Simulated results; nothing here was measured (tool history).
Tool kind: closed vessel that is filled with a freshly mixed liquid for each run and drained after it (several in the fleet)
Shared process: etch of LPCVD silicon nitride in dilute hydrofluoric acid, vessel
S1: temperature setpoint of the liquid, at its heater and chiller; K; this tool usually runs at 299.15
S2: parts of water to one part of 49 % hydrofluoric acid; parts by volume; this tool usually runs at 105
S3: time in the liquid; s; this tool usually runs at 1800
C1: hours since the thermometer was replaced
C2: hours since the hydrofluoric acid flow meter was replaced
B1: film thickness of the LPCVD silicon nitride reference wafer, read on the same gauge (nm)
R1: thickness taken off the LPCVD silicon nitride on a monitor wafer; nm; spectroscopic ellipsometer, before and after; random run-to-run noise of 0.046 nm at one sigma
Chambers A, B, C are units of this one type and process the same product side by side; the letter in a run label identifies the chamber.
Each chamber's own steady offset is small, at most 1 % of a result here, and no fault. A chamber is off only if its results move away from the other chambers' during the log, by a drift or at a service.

run 1C hour=5.1 | S1=299.15 S2=105 S3=1800 | C1=878.1 C2=1772.7 | B1=129.99 | R1=8.717
run 2A hour=7.4 | S1=299.15 S2=105 S3=1800 | C1=1204.9 C2=1964 | B1=130.01 | R1=8.6563
run 3B hour=11.9 | S1=299.15 S2=105 S3=1800 | C1=683.5 C2=238.5 | B1=130.02 | R1=8.74
run 4B hour=14.7 | S1=299.15 S2=105 S3=1800 | C1=686.3 C2=241.3 | B1=130.01 | R1=8.7966
run 5C hour=18.6 | S1=299.15 S2=105 S3=1800 | C1=891.6 C2=1786.2 | B1=130 | R1=8.7528
run 6A hour=22.2 | S1=299.15 S2=105 S3=1800 | C1=1219.7 C2=1978.8 | B1=130.03 | R1=8.6767
run 7B hour=24.6 | S1=299.15 S2=105 S3=1800 | C1=696.2 C2=251.2 | B1=130 | R1=8.7778
run 8C hour=28.4 | S1=299.15 S2=105 S3=1800 | C1=901.4 C2=1796 | B1=130.01 | R1=8.7812
run 9A hour=31 | S1=299.15 S2=105 S3=1800 | C1=1228.5 C2=1987.6 | B1=129.99 | R1=8.7164
run 10C hour=33.4 | S1=299.15 S2=105 S3=1800 | C1=906.4 C2=1801 | B1=129.99 | R1=8.7211
run 11B hour=38.4 | S1=297.15 S2=60 S3=1800 | C1=710 C2=265 | B1=130 | R1=13.191
run 12A hour=42.2 | S1=297.15 S2=60 S3=1800 | C1=1239.7 C2=1998.8 | B1=130.01 | R1=13.423
run 13A hour=46.7 | S1=297.15 S2=60 S3=1800 | C1=1244.2 C2=2003.3 | B1=129.99 | R1=13.277
run 14B hour=50.6 | S1=299.15 S2=105 S3=1800 | C1=722.2 C2=277.2 | B1=129.99 | R1=8.7112
run 15C hour=55.5 | S1=299.15 S2=105 S3=1800 | C1=928.5 C2=1823.1 | B1=129.99 | R1=8.8595
run 16C hour=58.2 | S1=299.15 S2=105 S3=1800 | C1=931.2 C2=1825.8 | B1=129.99 | R1=8.8005
run 17B hour=63.2 | S1=299.15 S2=105 S3=1800 | C1=734.8 C2=289.8 | B1=130.02 | R1=8.7963
run 18A hour=67.6 | S1=299.15 S2=105 S3=1800 | C1=1265.1 C2=2024.2 | B1=130.02 | R1=8.6945
run 19C hour=72.5 | S1=299.15 S2=105 S3=1800 | C1=945.5 C2=1840.1 | B1=129.99 | R1=8.8436
run 20B hour=75.8 | S1=299.15 S2=105 S3=1800 | C1=747.4 C2=302.4 | B1=130 | R1=8.713
-- hour=78.6 chamber A: hydrofluoric acid flow meter replaced
run 21A hour=79.6 | S1=299.15 S2=105 S3=1800 | C1=1277.1 C2=1.1 | B1=130.01 | R1=8.7053
run 22A hour=83.5 | S1=299.15 S2=105 S3=1800 | C1=1281 C2=5 | B1=130.01 | R1=8.7131
run 23C hour=87.8 | S1=299.15 S2=105 S3=1800 | C1=960.8 C2=1855.4 | B1=130 | R1=8.9892
run 24B hour=90.6 | S1=299.15 S2=105 S3=1800 | C1=762.2 C2=317.2 | B1=129.99 | R1=8.7691
run 25A hour=95.7 | S1=299.15 S2=105 S3=1800 | C1=1293.2 C2=17.2 | B1=130 | R1=8.6708
run 26B hour=100.8 | S1=299.15 S2=105 S3=1800 | C1=772.4 C2=327.4 | B1=129.99 | R1=8.7296
run 27C hour=104.3 | S1=302.65 S2=105 S3=2680 | C1=977.3 C2=1871.9 | B1=130 | R1=16.744
run 28B hour=107.7 | S1=302.65 S2=105 S3=2680 | C1=779.3 C2=334.3 | B1=130 | R1=16.289
run 29A hour=111.6 | S1=302.65 S2=105 S3=2680 | C1=1309.1 C2=33.1 | B1=129.98 | R1=16.03
run 30C hour=114.7 | S1=299.15 S2=105 S3=1800 | C1=987.7 C2=1882.3 | B1=130 | R1=9.0838
run 31B hour=118.7 | S1=299.15 S2=105 S3=1800 | C1=790.3 C2=345.3 | B1=130.01 | R1=8.7591
run 32C hour=121.5 | S1=299.15 S2=105 S3=1800 | C1=994.5 C2=1889.1 | B1=129.98 | R1=9.0763

One chamber off, gauge drift, or nothing amiss beyond the chambers' own small offsets? If it is a chamber, which one, and what is the likeliest cause?

One chamber, C, drifts off from the rest bit by bit.
Cause: liquid hotter than its thermometer reads (K) = 0.856.
Not necessarily distinguishable in this log from: hydrofluoric acid flow above the setpoint (%).

Which of the 4 candidates below, each the usual settings with something changed and its results left as question marks, puts chamber C back in line with what the other chambers give on the usual settings?
Allowed miss from the other chambers' usual-settings mean, per result, to count as in line: R1 0.16 nm
run 33C-1 hour=125.2 | S1=299.15 S2=105 S3=1700 | R1=?
run 33C-2 hour=125.2 | S1=299.15 S2=100 S3=1885 | R1=?
run 33C-3 hour=125.2 | S1=297.65 S2=105 S3=1800 | R1=?
run 33C-4 hour=125.2 | S1=299.15 S2=100 S3=1800 | R1=?

Usual-settings mean across the other chambers: R1 8.7075 nm
run=33C-1 R1=8.6822
run=33C-2 R1=10.11
run=33C-3 R1=8.3546
run=33C-4 R1=9.6545
33C-1 brings the chamber back in line.
